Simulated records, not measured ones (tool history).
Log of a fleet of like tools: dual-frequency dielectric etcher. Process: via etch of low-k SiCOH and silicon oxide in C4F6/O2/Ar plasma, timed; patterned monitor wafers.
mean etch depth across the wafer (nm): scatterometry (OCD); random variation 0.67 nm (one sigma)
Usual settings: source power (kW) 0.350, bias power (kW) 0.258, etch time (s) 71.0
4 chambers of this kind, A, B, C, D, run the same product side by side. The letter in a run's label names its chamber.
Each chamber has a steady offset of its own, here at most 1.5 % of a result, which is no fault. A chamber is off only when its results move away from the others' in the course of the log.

run,hour,source power (kW),bias power (kW),etch time (s),"read-back reference wafer on the same gauge, depth_nm",mean etch depth across the wafer (nm)
1C,2.9,0.350,0.258,71.0,211.84,198.15
2A,7.9,0.350,0.258,71.0,212.05,198.09
3B,10.6,0.350,0.258,71.0,211.99,198.43
4D,14.1,0.350,0.258,71.0,212.14,195.64
5A,18.7,0.350,0.258,71.0,212.14,198.18
6C,24.4,0.350,0.258,71.0,212.13,197.97
7D,30.1,0.350,0.258,71.0,211.98,194.94
8B,35.2,0.350,0.258,71.0,212.05,199.23
9D,40.7,0.350,0.258,71.0,211.76,195.61
# hour 43.7: chamber C: wet clean of the chamber
10B,46.1,0.350,0.258,71.0,211.90,198.73
11C,51.7,0.350,0.258,71.0,211.88,198.87
12A,57.1,0.350,0.258,71.0,212.17,198.60
13A,62.6,0.350,0.258,71.0,212.00,198.98
14D,66.5,0.350,0.258,64.5,212.00,178.19
15B,70.1,0.350,0.258,64.5,211.85,179.96
16C,74.6,0.350,0.258,64.5,211.87,180.05
17D,78.7,0.350,0.258,64.5,212.07,178.05
# hour 81.4: chamber A: wet clean of the chamber
18B,81.7,0.350,0.258,71.0,211.98,198.17
19A,87.1,0.350,0.258,71.0,212.10,199.34
20C,92.9,0.350,0.258,71.0,211.86,197.78
21C,98.1,0.350,0.258,71.0,211.84,198.43
22A,101.9,0.350,0.258,71.0,212.15,197.92
# hour 106.2: chamber D: wet clean of the chamber
23D,106.3,0.350,0.258,71.0,212.06,204.79
24B,109.5,0.350,0.258,71.0,212.08,198.23
25A,113.6,0.290,0.239,71.0,212.02,179.65
26B,116.5,0.290,0.239,71.0,211.91,181.09
27D,121.6,0.290,0.239,71.0,212.05,186.59
28C,124.6,0.290,0.239,71.0,212.02,178.82
29B,127.7,0.350,0.258,71.0,211.99,198.47
30A,132.8,0.350,0.258,71.0,212.04,198.34
31C,137.1,0.350,0.258,71.0,212.02,197.55
32D,140.2,0.350,0.258,71.0,211.94,205.29
33A,143.8,0.350,0.258,71.0,211.88,199.76
34C,146.4,0.350,0.298,71.0,211.95,208.64
35D,152.3,0.350,0.298,71.0,212.03,214.15
36B,155.5,0.350,0.298,71.0,211.93,210.22
37D,158.3,0.350,0.298,71.0,211.85,215.90
38C,164.1,0.350,0.258,71.0,212.11,197.41
39B,167.6,0.350,0.258,71.0,212.20,199.73
40A,171.5,0.350,0.258,71.0,212.02,198.22
41D,175.9,0.420,0.238,71.0,211.99,212.63

Is one chamber off against the others, does the gauge drift, or is nothing wrong? If a chamber is off, say which, and what the likeliest cause is.

A service left chamber D off against the others.
Cause: etch rate over this chamber's usual, % = 4.55.

Here are 4 candidates for chamber D's next run, each the usual settings with a change, their results left as question marks. Which one brings its results back in line with what the others give on the usual settings?
In line means no further than this from the other chambers' mean on the usual settings: mean etch depth across the wafer (nm) 2.40
42D-1,180.1,0.350,0.256,69.0,,?
42D-2,180.1,0.350,0.258,70.5,,?
42D-3,180.1,0.350,0.260,73.0,,?
42D-4,180.1,0.350,0.265,71.0,,?

The other chambers' mean on the usual settings: mean etch depth across the wafer (nm) 198.30
run,mean etch depth across the wafer (nm)
42D-1,197.91
42D-2,202.76
42D-3,210.51
42D-4,206.11
42D-1 brings the chamber back in line.
